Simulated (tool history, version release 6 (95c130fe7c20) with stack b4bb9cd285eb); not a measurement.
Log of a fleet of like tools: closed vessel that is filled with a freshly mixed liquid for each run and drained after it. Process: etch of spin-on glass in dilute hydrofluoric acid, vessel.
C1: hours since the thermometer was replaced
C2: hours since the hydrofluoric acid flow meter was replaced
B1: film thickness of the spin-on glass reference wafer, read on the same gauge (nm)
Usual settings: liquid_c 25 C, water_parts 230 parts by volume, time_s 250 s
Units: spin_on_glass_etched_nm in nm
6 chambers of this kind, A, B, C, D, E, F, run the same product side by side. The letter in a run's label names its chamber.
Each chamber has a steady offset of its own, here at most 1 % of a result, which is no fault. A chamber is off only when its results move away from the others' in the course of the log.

run 1E hour=10.3 | liquid_c=25 water_parts=230 time_s=250 | C1=1619.2 C2=509.7 | B1=30.012 | spin_on_glass_etched_nm=50.261
-- hour=16.5 chamber F: hydrofluoric acid flow meter replaced
run 2A hour=17.2 | liquid_c=25 water_parts=230 time_s=250 | C1=2130.9 C2=95.3 | B1=29.986 | spin_on_glass_etched_nm=49.51
run 3C hour=29 | liquid_c=25 water_parts=230 time_s=250 | C1=1144.2 C2=623.6 | B1=30.021 | spin_on_glass_etched_nm=49.828
run 4D hour=37.9 | liquid_c=25 water_parts=230 time_s=250 | C1=445.3 C2=457.8 | B1=30.009 | spin_on_glass_etched_nm=50.24
run 5B hour=49.2 | liquid_c=25 water_parts=230 time_s=250 | C1=847.8 C2=340.3 | B1=29.971 | spin_on_glass_etched_nm=49.621
run 6F hour=58.9 | liquid_c=25 water_parts=175 time_s=300 | C1=2389.8 C2=42.5 | B1=29.963 | spin_on_glass_etched_nm=84.147
run 7C hour=69.1 | liquid_c=25 water_parts=175 time_s=300 | C1=1184.3 C2=663.7 | B1=30.021 | spin_on_glass_etched_nm=85.458
run 8B hour=82.5 | liquid_c=25 water_parts=175 time_s=300 | C1=881.1 C2=373.6 | B1=30.003 | spin_on_glass_etched_nm=83.755
run 9F hour=96.9 | liquid_c=25 water_parts=175 time_s=300 | C1=2427.8 C2=80.5 | B1=30.027 | spin_on_glass_etched_nm=83.881
run 10D hour=107.6 | liquid_c=25 water_parts=175 time_s=300 | C1=515 C2=527.5 | B1=29.972 | spin_on_glass_etched_nm=82.697
run 11A hour=114.2 | liquid_c=25 water_parts=175 time_s=300 | C1=2227.9 C2=192.3 | B1=29.964 | spin_on_glass_etched_nm=83.753
run 12E hour=125.9 | liquid_c=25 water_parts=335 time_s=250 | C1=1734.8 C2=625.3 | B1=30.007 | spin_on_glass_etched_nm=30.787
run 13F hour=138.5 | liquid_c=25 water_parts=335 time_s=250 | C1=2469.4 C2=122.1 | B1=30.002 | spin_on_glass_etched_nm=30.631
run 14C hour=145.1 | liquid_c=25 water_parts=335 time_s=250 | C1=1260.3 C2=739.7 | B1=30.018 | spin_on_glass_etched_nm=30.284
run 15D hour=157.5 | liquid_c=25 water_parts=335 time_s=250 | C1=564.9 C2=577.4 | B1=29.985 | spin_on_glass_etched_nm=31.237
run 16B hour=171.7 | liquid_c=25 water_parts=335 time_s=250 | C1=970.3 C2=462.8 | B1=29.983 | spin_on_glass_etched_nm=31.11
-- hour=173.5 chamber E: hydrofluoric acid flow meter replaced
run 17E hour=180.8 | liquid_c=25 water_parts=335 time_s=250 | C1=1789.7 C2=7.3 | B1=29.988 | spin_on_glass_etched_nm=31.103
run 18A hour=188.9 | liquid_c=25 water_parts=230 time_s=250 | C1=2302.6 C2=267 | B1=29.961 | spin_on_glass_etched_nm=50.753
-- hour=201.8 chamber E: thermometer replaced
run 19D hour=202.2 | liquid_c=25 water_parts=230 time_s=250 | C1=609.6 C2=622.1 | B1=29.962 | spin_on_glass_etched_nm=50.111
run 20E hour=216.1 | liquid_c=25 water_parts=230 time_s=250 | C1=14.3 C2=42.6 | B1=30.005 | spin_on_glass_etched_nm=50.522
run 21F hour=224.5 | liquid_c=25 water_parts=230 time_s=250 | C1=2555.4 C2=208.1 | B1=30.011 | spin_on_glass_etched_nm=49.383
-- hour=227.7 chamber F: thermometer replaced
run 22C hour=231.9 | liquid_c=25 water_parts=230 time_s=250 | C1=1347.1 C2=826.5 | B1=29.982 | spin_on_glass_etched_nm=49.952
run 23B hour=246.3 | liquid_c=25 water_parts=230 time_s=250 | C1=1044.9 C2=537.4 | B1=29.988 | spin_on_glass_etched_nm=48.898
run 24A hour=260.9 | liquid_c=25 water_parts=230 time_s=250 | C1=2374.6 C2=339 | B1=29.958 | spin_on_glass_etched_nm=49.813
run 25A hour=268.2 | liquid_c=25 water_parts=230 time_s=250 | C1=2381.9 C2=346.3 | B1=29.966 | spin_on_glass_etched_nm=50.602
run 26D hour=281.7 | liquid_c=25 water_parts=230 time_s=250 | C1=689.1 C2=701.6 | B1=29.972 | spin_on_glass_etched_nm=49.776
run 27C hour=295.4 | liquid_c=25 water_parts=230 time_s=250 | C1=1410.6 C2=890 | B1=29.948 | spin_on_glass_etched_nm=49.402
run 28B hour=304.5 | liquid_c=25 water_parts=230 time_s=250 | C1=1103.1 C2=595.6 | B1=30.025 | spin_on_glass_etched_nm=46.801
run 29E hour=314.3 | liquid_c=25 water_parts=230 time_s=250 | C1=112.5 C2=140.8 | B1=30.005 | spin_on_glass_etched_nm=49.806
run 30F hour=327 | liquid_c=25 water_parts=230 time_s=250 | C1=99.4 C2=310.6 | B1=29.987 | spin_on_glass_etched_nm=49.426
-- hour=332.8 chamber C: thermometer replaced
run 31F hour=339.5 | liquid_c=25 water_parts=230 time_s=250 | C1=111.9 C2=323.1 | B1=29.948 | spin_on_glass_etched_nm=48.821
run 32D hour=351.5 | liquid_c=29 water_parts=230 time_s=335 | C1=758.9 C2=771.4 | B1=29.954 | spin_on_glass_etched_nm=77.342
run 33E hour=365.1 | liquid_c=29 water_parts=230 time_s=335 | C1=163.3 C2=191.6 | B1=30.037 | spin_on_glass_etched_nm=76.844
run 34A hour=376.5 | liquid_c=29 water_parts=230 time_s=335 | C1=2490.2 C2=454.6 | B1=29.969 | spin_on_glass_etched_nm=76.374
run 35B hour=383.6 | liquid_c=29 water_parts=230 time_s=335 | C1=1182.2 C2=674.7 | B1=30.006 | spin_on_glass_etched_nm=69.464
run 36C hour=397.3 | liquid_c=29 water_parts=230 time_s=335 | C1=64.6 C2=991.9 | B1=30.008 | spin_on_glass_etched_nm=76.261
run 37E hour=411 | liquid_c=29 water_parts=230 time_s=335 | C1=209.2 C2=237.5 | B1=30.007 | spin_on_glass_etched_nm=77.781

What goes on in this fleet: one chamber off, a drifting gauge, or nothing beyond the chambers' own small offsets? Name the chamber and the cause, if any.

Chamber B drifts away from the others.
Cause: hydrofluoric acid flow below the setpoint (%) = 8.63.
The log may not tell that from: liquid colder than its thermometer reads (K).

Here are 4 candidates for chamber B's next run, each the usual settings with a change, their results left as question marks. Which one brings its results back in line with what the others give on the usual settings?
In line means no further than this from the other chambers' mean on the usual settings: spin_on_glass_etched_nm 1.4 nm
run 38B-1 hour=421.7 | liquid_c=25 water_parts=230 time_s=280 | spin_on_glass_etched_nm=?
run 38B-2 hour=421.7 | liquid_c=25 water_parts=230 time_s=260 | spin_on_glass_etched_nm=?
run 38B-3 hour=421.7 | liquid_c=24 water_parts=230 time_s=250 | spin_on_glass_etched_nm=?
run 38B-4 hour=421.7 | liquid_c=25 water_parts=240 time_s=235 | spin_on_glass_etched_nm=?

The other chambers' mean on the usual settings: spin_on_glass_etched_nm 49.848 nm
run=38B-1 spin_on_glass_etched_nm=50.047
run=38B-2 spin_on_glass_etched_nm=46.472
run=38B-3 spin_on_glass_etched_nm=43.14
run=38B-4 spin_on_glass_etched_nm=39.82
38B-1 brings the chamber back in line.
